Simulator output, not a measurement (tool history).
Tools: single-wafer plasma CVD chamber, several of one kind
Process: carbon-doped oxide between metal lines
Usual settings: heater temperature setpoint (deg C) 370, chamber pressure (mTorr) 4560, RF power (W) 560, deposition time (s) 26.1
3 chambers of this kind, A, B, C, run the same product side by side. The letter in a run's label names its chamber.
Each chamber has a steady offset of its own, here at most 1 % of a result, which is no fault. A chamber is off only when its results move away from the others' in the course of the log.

run,hour,heater temperature setpoint (deg C),chamber pressure (mTorr),RF power (W),deposition time (s),hours since the last thermocouple change,hours since the last RF generator calibration,hours since the last manometer calibration,"read-back reference wafer on the same gauge, thickness_nm",mean film thickness on the monitor wafer (nm)
1A,9.7,370,4560,560,26.1,1070.0,258.4,289.7,107.93,136.32
2C,18.0,370,4560,560,26.1,1238.9,634.6,1970.6,107.92,134.83
3B,28.1,370,4560,560,26.1,697.4,951.0,1082.5,107.97,134.02
4B,36.1,370,4560,560,26.1,705.4,959.0,1090.5,107.98,133.75
5A,43.6,370,4560,560,26.1,1103.9,292.3,323.6,108.07,135.43
6C,53.3,370,4560,610,26.1,1274.2,669.9,2005.9,108.01,141.35
7C,62.3,370,4560,610,26.1,1283.2,678.9,2014.9,107.91,141.46
8A,69.3,370,4560,610,26.1,1129.6,318.0,349.3,108.07,142.57
9B,77.1,370,4560,560,26.1,746.4,1000.0,1131.5,108.01,133.61
10A,83.6,370,4560,560,26.1,1143.9,332.3,363.6,107.96,135.21
11C,88.9,370,4560,560,26.1,1309.8,705.5,2041.5,107.95,133.27
12B,97.6,370,4560,560,26.1,766.9,1020.5,1152.0,108.13,133.70
13A,106.6,370,4560,560,26.1,1166.9,355.3,386.6,107.94,136.34
14B,114.0,370,5090,595,26.1,783.3,1036.9,1168.4,107.90,140.19
15C,119.4,370,5090,595,26.1,1340.3,736.0,2072.0,107.99,141.22
16B,128.7,370,5090,595,26.1,798.0,1051.6,1183.1,107.85,139.54
17C,135.3,370,4560,560,26.1,1356.2,751.9,2087.9,107.95,133.31
18A,145.5,370,4560,560,26.1,1205.8,394.2,425.5,107.96,135.31
19C,151.6,370,4560,560,26.1,1372.5,768.2,2104.2,108.04,133.42
20A,160.4,370,4560,560,26.1,1220.7,409.1,440.4,108.08,135.71
21B,168.4,370,4560,560,26.1,837.7,1091.3,1222.8,108.02,131.65
22C,173.7,370,4560,560,26.1,1394.6,790.3,2126.3,108.14,133.41
23B,183.2,370,4560,560,26.1,852.5,1106.1,1237.6,107.98,132.30
24A,188.9,370,4560,560,26.1,1249.2,437.6,468.9,107.99,135.98
25A,193.5,370,4560,560,26.1,1253.8,442.2,473.5,108.00,135.58
26B,199.9,370,4560,560,26.1,869.2,1122.8,1254.3,108.00,131.04
27C,209.7,370,4560,560,26.1,1430.6,826.3,2162.3,107.86,134.60
28C,218.8,370,4560,560,26.1,1439.7,835.4,2171.4,107.94,134.22
29A,229.3,370,4560,560,26.1,1289.6,478.0,509.3,107.82,135.40
30B,235.6,370,4560,560,26.1,904.9,1158.5,1290.0,108.00,131.45
31A,245.7,370,4560,560,26.1,1306.0,494.4,525.7,107.97,135.38
32C,255.0,370,4560,560,27.8,1475.9,871.6,2207.6,108.01,141.91
33B,260.5,370,4560,560,27.8,929.8,1183.4,1314.9,108.12,139.14
34A,265.9,370,4560,560,27.8,1326.2,514.6,545.9,108.11,143.89
35B,271.9,370,4560,560,26.1,941.2,1194.8,1326.3,108.04,131.29
36C,279.0,370,4560,560,26.1,1499.9,895.6,2231.6,108.06,134.25
37C,283.7,370,4560,560,26.1,1504.6,900.3,2236.3,107.90,133.56

Next, every chamber runs the same settings. What will each give?
38A,291.3,370,4560,630,26.1,,,,,?
38B,291.3,370,4560,630,26.1,,,,,?
38C,291.3,370,4560,630,26.1,,,,,?

run,mean film thickness on the monitor wafer (nm)
38A,145.85
38B,138.89
38C,143.84
